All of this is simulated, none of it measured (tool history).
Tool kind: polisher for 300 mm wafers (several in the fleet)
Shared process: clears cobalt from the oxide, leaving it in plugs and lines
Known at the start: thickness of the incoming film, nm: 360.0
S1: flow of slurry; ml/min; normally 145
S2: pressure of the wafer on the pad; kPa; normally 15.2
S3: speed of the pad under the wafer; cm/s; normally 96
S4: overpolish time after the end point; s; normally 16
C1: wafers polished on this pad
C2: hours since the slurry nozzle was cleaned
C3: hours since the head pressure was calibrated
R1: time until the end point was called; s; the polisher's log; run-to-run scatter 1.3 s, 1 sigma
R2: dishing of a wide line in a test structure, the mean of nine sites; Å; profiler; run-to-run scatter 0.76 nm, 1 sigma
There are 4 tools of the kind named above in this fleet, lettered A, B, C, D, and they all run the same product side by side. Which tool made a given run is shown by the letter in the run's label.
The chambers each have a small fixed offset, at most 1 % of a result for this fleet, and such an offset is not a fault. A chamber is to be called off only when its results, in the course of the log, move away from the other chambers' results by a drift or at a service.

{"run": "1B", "hour": 7.2, "S1": 145, "S2": 15.2, "S3": 96, "S4": 16, "C1": 261, "C2": 306.6, "C3": 262.8, "R1": 69.169, "R2": 478.89}
{"run": "2A", "hour": 14.3, "S1": 145, "S2": 15.2, "S3": 96, "S4": 16, "C1": 285, "C2": 71.6, "C3": 477.1, "R1": 66.546, "R2": 490.65}
{"run": "3D", "hour": 19.6, "S1": 145, "S2": 15.2, "S3": 96, "S4": 16, "C1": 236, "C2": 692.6, "C3": 207.6, "R1": 65.854, "R2": 475.6}
{"run": "4C", "hour": 26.5, "S1": 145, "S2": 15.2, "S3": 96, "S4": 16, "C1": 214, "C2": 80.2, "C3": 183.0, "R1": 66.363, "R2": 474.83}
{"run": "5B", "hour": 31.3, "S1": 145, "S2": 15.2, "S3": 96, "S4": 16, "C1": 419, "C2": 330.7, "C3": 286.9, "R1": 67.634, "R2": 495.85}
{"run": "6A", "hour": 38.9, "S1": 145, "S2": 15.2, "S3": 96, "S4": 16, "C1": 446, "C2": 96.2, "C3": 501.7, "R1": 66.887, "R2": 485.16}
{"run": "7C", "hour": 43.2, "S1": 145, "S2": 15.2, "S3": 96, "S4": 16, "C1": 324, "C2": 96.9, "C3": 199.7, "R1": 67.2, "R2": 472.64}
{"hour": 47.8, "done": "chamber B: worn pad replaced by a new one"}
{"run": "8D", "hour": 50.6, "S1": 145, "S2": 15.2, "S3": 96, "S4": 16, "C1": 439, "C2": 723.6, "C3": 238.6, "R1": 67.634, "R2": 474.97}
{"run": "9C", "hour": 58.9, "S1": 145, "S2": 15.2, "S3": 128, "S4": 13, "C1": 426, "C2": 112.6, "C3": 215.4, "R1": 51.406, "R2": 494.58}
{"run": "10B", "hour": 64.0, "S1": 145, "S2": 15.2, "S3": 128, "S4": 13, "C1": 106, "C2": 363.4, "C3": 319.6, "R1": 50.907, "R2": 507.78}
{"run": "11D", "hour": 68.3, "S1": 145, "S2": 15.2, "S3": 128, "S4": 13, "C1": 554, "C2": 741.3, "C3": 256.3, "R1": 49.394, "R2": 497.69}
{"run": "12A", "hour": 77.9, "S1": 145, "S2": 15.2, "S3": 128, "S4": 13, "C1": 701, "C2": 135.2, "C3": 540.7, "R1": 51.779, "R2": 498.86}
{"hour": 82.6, "done": "chamber D: worn pad replaced by a new one"}
{"run": "13D", "hour": 84.3, "S1": 145, "S2": 15.2, "S3": 96, "S4": 16, "C1": 11, "C2": 757.3, "C3": 272.3, "R1": 68.081, "R2": 482.01}
{"run": "14B", "hour": 88.6, "S1": 145, "S2": 15.2, "S3": 96, "S4": 16, "C1": 267, "C2": 388.0, "C3": 344.2, "R1": 66.183, "R2": 492.57}
{"run": "15C", "hour": 95.1, "S1": 145, "S2": 15.2, "S3": 96, "S4": 16, "C1": 663, "C2": 148.8, "C3": 251.6, "R1": 68.599, "R2": 489.92}
{"run": "16A", "hour": 104.7, "S1": 145, "S2": 15.2, "S3": 96, "S4": 16, "C1": 876, "C2": 162.0, "C3": 567.5, "R1": 67.562, "R2": 487.43}
{"run": "17D", "hour": 110.4, "S1": 145, "S2": 15.2, "S3": 96, "S4": 16, "C1": 181, "C2": 783.4, "C3": 298.4, "R1": 67.926, "R2": 481.39}
{"run": "18B", "hour": 115.3, "S1": 145, "S2": 15.2, "S3": 96, "S4": 16, "C1": 441, "C2": 414.7, "C3": 370.9, "R1": 66.049, "R2": 484.22}
{"hour": 118.1, "done": "chamber B: slurry nozzle cleaned"}
{"run": "19C", "hour": 121.5, "S1": 145, "S2": 15.2, "S3": 120, "S4": 16, "C1": 836, "C2": 175.2, "C3": 278.0, "R1": 53.418, "R2": 531.52}
{"hour": 122.9, "done": "chamber C: worn pad replaced by a new one"}
{"hour": 123.7, "done": "chamber B: worn pad replaced by a new one"}
{"run": "20A", "hour": 126.6, "S1": 145, "S2": 15.2, "S3": 120, "S4": 16, "C1": 1019, "C2": 183.9, "C3": 589.4, "R1": 53.811, "R2": 533.97}
{"hour": 129.3, "done": "chamber A: slurry nozzle cleaned"}
{"hour": 132.3, "done": "chamber C: head pressure recalibrated"}
{"run": "21A", "hour": 134.0, "S1": 145, "S2": 15.2, "S3": 120, "S4": 16, "C1": 1068, "C2": 4.8, "C3": 596.8, "R1": 54.46, "R2": 527.49}
{"run": "22D", "hour": 143.1, "S1": 145, "S2": 15.2, "S3": 120, "S4": 16, "C1": 395, "C2": 816.1, "C3": 331.1, "R1": 53.089, "R2": 524.03}
{"run": "23B", "hour": 152.3, "S1": 145, "S2": 15.2, "S3": 96, "S4": 16, "C1": 187, "C2": 34.3, "C3": 407.9, "R1": 67.3, "R2": 472.35}
{"run": "24C", "hour": 157.9, "S1": 180, "S2": 15.2, "S3": 96, "S4": 16, "C1": 229, "C2": 211.6, "C3": 25.6, "R1": 65.072, "R2": 497.8}
{"run": "25D", "hour": 164.6, "S1": 180, "S2": 15.2, "S3": 96, "S4": 16, "C1": 536, "C2": 837.6, "C3": 352.6, "R1": 66.644, "R2": 501.24}
{"run": "26C", "hour": 171.9, "S1": 180, "S2": 15.2, "S3": 96, "S4": 16, "C1": 320, "C2": 225.6, "C3": 39.6, "R1": 63.181, "R2": 488.38}
{"run": "27A", "hour": 181.4, "S1": 180, "S2": 15.2, "S3": 96, "S4": 16, "C1": 1378, "C2": 52.2, "C3": 644.2, "R1": 65.644, "R2": 497.74}

Decide between three cases: one chamber stands off from its peers, the gauge reading all wafers drifts, or nothing is wrong past each chamber's small offset. Where a chamber is off, say which and what most likely put it there.

No chamber stands off beyond its own small offset, and the gauge holds steady.

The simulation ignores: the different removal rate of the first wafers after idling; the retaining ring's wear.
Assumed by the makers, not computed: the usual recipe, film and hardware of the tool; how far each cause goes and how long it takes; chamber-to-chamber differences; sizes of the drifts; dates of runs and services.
